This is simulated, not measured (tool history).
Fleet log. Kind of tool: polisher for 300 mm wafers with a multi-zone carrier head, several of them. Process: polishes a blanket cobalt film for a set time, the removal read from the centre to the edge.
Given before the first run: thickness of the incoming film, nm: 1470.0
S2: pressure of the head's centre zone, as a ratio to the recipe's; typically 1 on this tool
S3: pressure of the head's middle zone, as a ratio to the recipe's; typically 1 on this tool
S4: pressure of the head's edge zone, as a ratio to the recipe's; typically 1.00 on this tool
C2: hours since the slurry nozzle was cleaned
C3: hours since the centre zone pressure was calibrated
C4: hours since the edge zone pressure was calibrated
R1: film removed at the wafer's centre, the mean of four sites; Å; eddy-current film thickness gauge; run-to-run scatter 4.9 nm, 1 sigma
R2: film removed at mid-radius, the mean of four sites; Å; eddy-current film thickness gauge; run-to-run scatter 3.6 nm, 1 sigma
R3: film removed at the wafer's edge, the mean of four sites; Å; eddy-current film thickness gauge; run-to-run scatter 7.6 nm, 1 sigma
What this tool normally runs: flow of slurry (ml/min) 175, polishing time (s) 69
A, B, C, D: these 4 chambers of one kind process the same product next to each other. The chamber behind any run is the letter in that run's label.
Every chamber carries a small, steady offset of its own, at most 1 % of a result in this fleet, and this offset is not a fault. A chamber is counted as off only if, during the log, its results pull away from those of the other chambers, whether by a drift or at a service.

{"run": "1D", "day": 0.629, "flow of slurry (ml/min)": 175, "S2": 1, "S3": 1, "S4": 1.0, "polishing time (s)": 69, "wafers polished on this pad": 1152, "C2": 514.8, "C3": 520.1, "C4": 1172.1, "R1": 5139.2, "R2": 5078.6, "R3": 5087.9}
{"day": 0.888, "done": "chamber D: worn pad replaced by a new one"}
{"run": "2C", "day": 1.092, "flow of slurry (ml/min)": 175, "S2": 1, "S3": 1, "S4": 1.0, "polishing time (s)": 69, "wafers polished on this pad": 503, "C2": 366.5, "C3": 1007.9, "C4": 810.1, "R1": 5043.9, "R2": 5020.2, "R3": 5019.2}
{"run": "3A", "day": 1.512, "flow of slurry (ml/min)": 175, "S2": 1, "S3": 1, "S4": 1.0, "polishing time (s)": 69, "wafers polished on this pad": 469, "C2": 188.4, "C3": 172.0, "C4": 341.3, "R1": 5072.8, "R2": 5097.0, "R3": 5189.3}
{"run": "4B", "day": 1.938, "flow of slurry (ml/min)": 175, "S2": 1, "S3": 1, "S4": 1.0, "polishing time (s)": 69, "wafers polished on this pad": 699, "C2": 178.9, "C3": 708.0, "C4": 592.3, "R1": 5111.8, "R2": 5050.0, "R3": 5174.8}
{"run": "5B", "day": 2.425, "flow of slurry (ml/min)": 175, "S2": 1, "S3": 1, "S4": 1.0, "polishing time (s)": 69, "wafers polished on this pad": 844, "C2": 190.6, "C3": 719.7, "C4": 604.0, "R1": 5129.4, "R2": 5165.8, "R3": 5101.8}
{"day": 2.767, "done": "chamber B: centre zone pressure recalibrated"}
{"run": "6A", "day": 2.871, "flow of slurry (ml/min)": 175, "S2": 1, "S3": 1, "S4": 1.0, "polishing time (s)": 69, "wafers polished on this pad": 873, "C2": 221.0, "C3": 204.6, "C4": 373.9, "R1": 5177.9, "R2": 5001.7, "R3": 4984.1}
{"day": 3.279, "done": "chamber C: worn pad replaced by a new one"}
{"run": "7C", "day": 3.279, "flow of slurry (ml/min)": 175, "S2": 1, "S3": 1, "S4": 1.0, "polishing time (s)": 69, "wafers polished on this pad": 0, "C2": 419.0, "C3": 1060.4, "C4": 862.6, "R1": 5053.4, "R2": 5128.2, "R3": 5154.3}
{"day": 3.312, "done": "chamber C: edge zone pressure recalibrated"}
{"day": 3.488, "done": "chamber A: worn pad replaced by a new one"}
{"day": 3.829, "done": "chamber B: worn pad replaced by a new one"}
{"run": "8D", "day": 3.842, "flow of slurry (ml/min)": 175, "S2": 1, "S3": 1, "S4": 1.0, "polishing time (s)": 69, "wafers polished on this pad": 879, "C2": 591.9, "C3": 597.2, "C4": 1249.2, "R1": 5101.7, "R2": 5067.0, "R3": 5172.6}
{"run": "9C", "day": 4.454, "flow of slurry (ml/min)": 210, "S2": 1, "S3": 1, "S4": 1.08, "polishing time (s)": 69, "wafers polished on this pad": 349, "C2": 447.2, "C3": 1088.6, "C4": 27.5, "R1": 5284.2, "R2": 5298.3, "R3": 5463.7}
{"run": "10D", "day": 4.938, "flow of slurry (ml/min)": 210, "S2": 1, "S3": 1, "S4": 1.08, "polishing time (s)": 69, "wafers polished on this pad": 1204, "C2": 618.2, "C3": 623.5, "C4": 1275.5, "R1": 5208.1, "R2": 5231.0, "R3": 5346.5}
{"day": 5.508, "done": "chamber D: worn pad replaced by a new one"}
{"run": "11B", "day": 5.525, "flow of slurry (ml/min)": 210, "S2": 1, "S3": 1, "S4": 1.08, "polishing time (s)": 69, "wafers polished on this pad": 504, "C2": 265.0, "C3": 66.2, "C4": 678.4, "R1": 5345.3, "R2": 5226.3, "R3": 5523.7}
{"day": 5.917, "done": "chamber C: centre zone pressure recalibrated"}
{"run": "12A", "day": 6.017, "flow of slurry (ml/min)": 210, "S2": 1, "S3": 1, "S4": 1.08, "polishing time (s)": 69, "wafers polished on this pad": 752, "C2": 296.5, "C3": 280.1, "C4": 449.4, "R1": 5236.3, "R2": 5222.7, "R3": 5546.3}
{"run": "13B", "day": 6.454, "flow of slurry (ml/min)": 175, "S2": 1, "S3": 1, "S4": 1.0, "polishing time (s)": 69, "wafers polished on this pad": 781, "C2": 287.3, "C3": 88.5, "C4": 700.7, "R1": 5216.1, "R2": 5100.2, "R3": 5143.4}
{"run": "14C", "day": 7.108, "flow of slurry (ml/min)": 175, "S2": 1, "S3": 1, "S4": 1.04, "polishing time (s)": 57, "wafers polished on this pad": 1138, "C2": 510.9, "C3": 28.6, "C4": 91.2, "R1": 4256.1, "R2": 4192.1, "R3": 4324.0}
{"day": 7.258, "done": "chamber D: slurry nozzle cleaned"}
{"run": "15D", "day": 7.625, "flow of slurry (ml/min)": 175, "S2": 1, "S3": 1, "S4": 1.04, "polishing time (s)": 57, "wafers polished on this pad": 629, "C2": 8.9, "C3": 688.0, "C4": 1340.0, "R1": 4294.3, "R2": 4200.0, "R3": 4377.0}
{"day": 7.742, "done": "chamber C: worn pad replaced by a new one"}
{"day": 7.817, "done": "chamber B: worn pad replaced by a new one"}
{"day": 7.896, "done": "chamber C: slurry nozzle cleaned"}
{"run": "16A", "day": 7.933, "flow of slurry (ml/min)": 175, "S2": 1, "S3": 1, "S4": 1.04, "polishing time (s)": 57, "wafers polished on this pad": 1321, "C2": 342.5, "C3": 326.1, "C4": 495.4, "R1": 4236.1, "R2": 4128.7, "R3": 4277.8}
{"day": 8.029, "done": "chamber A: worn pad replaced by a new one"}
{"run": "17B", "day": 8.529, "flow of slurry (ml/min)": 175, "S2": 1, "S3": 1, "S4": 1.04, "polishing time (s)": 57, "wafers polished on this pad": 212, "C2": 337.1, "C3": 138.3, "C4": 750.5, "R1": 4238.0, "R2": 4203.4, "R3": 4375.3}
{"day": 9.129, "done": "chamber D: edge zone pressure recalibrated"}
{"run": "18A", "day": 9.142, "flow of slurry (ml/min)": 175, "S2": 1, "S3": 1, "S4": 1.0, "polishing time (s)": 69, "wafers polished on this pad": 331, "C2": 371.5, "C3": 355.1, "C4": 524.4, "R1": 5078.9, "R2": 5113.1, "R3": 5138.1}
{"run": "19C", "day": 9.517, "flow of slurry (ml/min)": 175, "S2": 1, "S3": 1, "S4": 1.0, "polishing time (s)": 69, "wafers polished on this pad": 528, "C2": 38.9, "C3": 86.4, "C4": 149.0, "R1": 5044.4, "R2": 5091.4, "R3": 5180.2}
{"run": "20D", "day": 9.95, "flow of slurry (ml/min)": 175, "S2": 1, "S3": 1, "S4": 1.0, "polishing time (s)": 69, "wafers polished on this pad": 1320, "C2": 64.7, "C3": 743.8, "C4": 19.8, "R1": 5163.6, "R2": 5108.7, "R3": 5196.7}
{"run": "21B", "day": 10.567, "flow of slurry (ml/min)": 175, "S2": 1, "S3": 1, "S4": 1.0, "polishing time (s)": 69, "wafers polished on this pad": 817, "C2": 386.0, "C3": 187.2, "C4": 799.4, "R1": 5157.1, "R2": 5064.8, "R3": 5107.8}
{"day": 10.575, "done": "chamber D: worn pad replaced by a new one"}
{"run": "22C", "day": 11.029, "flow of slurry (ml/min)": 175, "S2": 1, "S3": 1, "S4": 1.0, "polishing time (s)": 69, "wafers polished on this pad": 977, "C2": 75.2, "C3": 122.7, "C4": 185.3, "R1": 5166.2, "R2": 5151.8, "R3": 5001.6}
{"day": 11.279, "done": "chamber C: worn pad replaced by a new one"}
{"run": "23D", "day": 11.596, "flow of slurry (ml/min)": 175, "S2": 1, "S3": 1, "S4": 1.0, "polishing time (s)": 69, "wafers polished on this pad": 303, "C2": 104.2, "C3": 783.3, "C4": 59.3, "R1": 5147.6, "R2": 5112.0, "R3": 5190.4}
{"day": 11.796, "done": "chamber B: worn pad replaced by a new one"}
{"day": 11.896, "done": "chamber A: centre zone pressure recalibrated"}
{"run": "24A", "day": 12.004, "flow of slurry (ml/min)": 175, "S2": 1, "S3": 1, "S4": 1.1, "polishing time (s)": 69, "wafers polished on this pad": 1182, "C2": 440.2, "C3": 2.7, "C4": 593.1, "R1": 5067.6, "R2": 5046.7, "R3": 5329.6}
{"run": "25B", "day": 12.404, "flow of slurry (ml/min)": 175, "S2": 1, "S3": 1, "S4": 1.1, "polishing time (s)": 69, "wafers polished on this pad": 181, "C2": 430.1, "C3": 231.3, "C4": 843.5, "R1": 5153.1, "R2": 5167.3, "R3": 5368.8}
{"day": 12.504, "done": "chamber A: worn pad replaced by a new one"}
{"run": "26D", "day": 12.938, "flow of slurry (ml/min)": 175, "S2": 1, "S3": 1, "S4": 1.1, "polishing time (s)": 69, "wafers polished on this pad": 702, "C2": 136.4, "C3": 815.5, "C4": 91.5, "R1": 5120.0, "R2": 5076.2, "R3": 5344.5}
{"day": 12.967, "done": "chamber D: centre zone pressure recalibrated"}
{"run": "27A", "day": 13.317, "flow of slurry (ml/min)": 175, "S2": 1, "S3": 1, "S4": 1.1, "polishing time (s)": 69, "wafers polished on this pad": 242, "C2": 471.7, "C3": 34.2, "C4": 624.6, "R1": 5106.0, "R2": 5110.1, "R3": 5441.8}
{"run": "28C", "day": 13.867, "flow of slurry (ml/min)": 175, "S2": 1, "S3": 1, "S4": 1.0, "polishing time (s)": 69, "wafers polished on this pad": 769, "C2": 143.3, "C3": 190.8, "C4": 253.4, "R1": 5068.5, "R2": 5193.3, "R3": 5135.1}
{"run": "29D", "day": 14.246, "flow of slurry (ml/min)": 175, "S2": 1, "S3": 1, "S4": 1.0, "polishing time (s)": 69, "wafers polished on this pad": 1091, "C2": 167.8, "C3": 30.7, "C4": 122.9, "R1": 5815.9, "R2": 5060.9, "R3": 5212.5}
{"run": "30B", "day": 14.638, "flow of slurry (ml/min)": 175, "S2": 1, "S3": 1, "S4": 1.0, "polishing time (s)": 69, "wafers polished on this pad": 845, "C2": 483.7, "C3": 284.9, "C4": 897.1, "R1": 5111.2, "R2": 5155.8, "R3": 5099.6}
{"run": "31A", "day": 15.033, "flow of slurry (ml/min)": 175, "S2": 1, "S3": 1, "S4": 1.0, "polishing time (s)": 69, "wafers polished on this pad": 752, "C2": 512.9, "C3": 75.4, "C4": 665.8, "R1": 5136.6, "R2": 5094.2, "R3": 5066.9}
{"day": 15.471, "done": "chamber D: worn pad replaced by a new one"}
{"day": 15.617, "done": "chamber C: worn pad replaced by a new one"}
{"run": "32C", "day": 15.629, "flow of slurry (ml/min)": 175, "S2": 1, "S3": 1, "S4": 1.0, "polishing time (s)": 69, "wafers polished on this pad": 4, "C2": 185.6, "C3": 233.1, "C4": 295.7, "R1": 5167.3, "R2": 5051.5, "R3": 5105.0}
{"day": 16.017, "done": "chamber B: worn pad replaced by a new one"}
{"run": "33B", "day": 16.25, "flow of slurry (ml/min)": 175, "S2": 1, "S3": 1, "S4": 1.0, "polishing time (s)": 69, "wafers polished on this pad": 69, "C2": 522.4, "C3": 323.6, "C4": 935.8, "R1": 5148.2, "R2": 5129.2, "R3": 5214.0}
{"day": 16.517, "done": "chamber A: worn pad replaced by a new one"}
{"run": "34A", "day": 16.883, "flow of slurry (ml/min)": 200, "S2": 1, "S3": 1, "S4": 1.0, "polishing time (s)": 69, "wafers polished on this pad": 110, "C2": 557.3, "C3": 119.8, "C4": 710.2, "R1": 5238.4, "R2": 5176.0, "R3": 5185.9}
{"run": "35C", "day": 17.538, "flow of slurry (ml/min)": 200, "S2": 1, "S3": 1, "S4": 1.0, "polishing time (s)": 69, "wafers polished on this pad": 571, "C2": 231.4, "C3": 278.9, "C4": 341.5, "R1": 5157.8, "R2": 5177.6, "R3": 5281.7}
{"day": 17.554, "done": "chamber A: edge zone pressure recalibrated"}
{"run": "36D", "day": 17.858, "flow of slurry (ml/min)": 200, "S2": 1, "S3": 1, "S4": 1.0, "polishing time (s)": 69, "wafers polished on this pad": 709, "C2": 254.5, "C3": 117.4, "C4": 209.6, "R1": 5820.4, "R2": 5223.2, "R3": 5168.6}
{"run": "37B", "day": 18.492, "flow of slurry (ml/min)": 200, "S2": 1, "S3": 1, "S4": 1.0, "polishing time (s)": 69, "wafers polished on this pad": 736, "C2": 576.2, "C3": 377.4, "C4": 989.6, "R1": 5292.2, "R2": 5205.3, "R3": 5277.2}
{"run": "38D", "day": 18.867, "flow of slurry (ml/min)": 175, "S2": 1, "S3": 1, "S4": 1.0, "polishing time (s)": 69, "wafers polished on this pad": 1009, "C2": 278.7, "C3": 141.6, "C4": 233.8, "R1": 5712.0, "R2": 5139.7, "R3": 5109.7}
{"run": "39C", "day": 19.317, "flow of slurry (ml/min)": 175, "S2": 1, "S3": 1, "S4": 1.0, "polishing time (s)": 61, "wafers polished on this pad": 1100, "C2": 274.1, "C3": 321.6, "C4": 384.2, "R1": 4492.9, "R2": 4563.0, "R3": 4500.2}
{"day": 19.496, "done": "chamber C: worn pad replaced by a new one"}
{"run": "40A", "day": 19.625, "flow of slurry (ml/min)": 175, "S2": 1, "S3": 1, "S4": 1.0, "polishing time (s)": 61, "wafers polished on this pad": 925, "C2": 623.1, "C3": 185.6, "C4": 49.8, "R1": 4517.4, "R2": 4551.8, "R3": 4530.9}
{"run": "41C", "day": 20.196, "flow of slurry (ml/min)": 175, "S2": 1, "S3": 1, "S4": 1.0, "polishing time (s)": 61, "wafers polished on this pad": 208, "C2": 295.2, "C3": 342.7, "C4": 405.3, "R1": 4504.1, "R2": 4495.8, "R3": 4692.2}

Next, every chamber runs the same settings. What will each give?
{"run": "42A", "day": 20.683, "flow of slurry (ml/min)": 175, "S2": 1, "S3": 1, "S4": 1.0, "polishing time (s)": 69, "R1": "?", "R2": "?", "R3": "?"}
{"run": "42B", "day": 20.683, "flow of slurry (ml/min)": 175, "S2": 1, "S3": 1, "S4": 1.0, "polishing time (s)": 69, "R1": "?", "R2": "?", "R3": "?"}
{"run": "42C", "day": 20.683, "flow of slurry (ml/min)": 175, "S2": 1, "S3": 1, "S4": 1.0, "polishing time (s)": 69, "R1": "?", "R2": "?", "R3": "?"}
{"run": "42D", "day": 20.683, "flow of slurry (ml/min)": 175, "S2": 1, "S3": 1, "S4": 1.0, "polishing time (s)": 69, "R1": "?", "R2": "?", "R3": "?"}

run=42A R1=4979.7 R2=5024.0 R3=4977.0
run=42B R1=5157.4 R2=5086.6 R3=5176.1
run=42C R1=5195.9 R2=5044.9 R3=5027.5
run=42D R1=5768.9 R2=5065.0 R3=5194.1
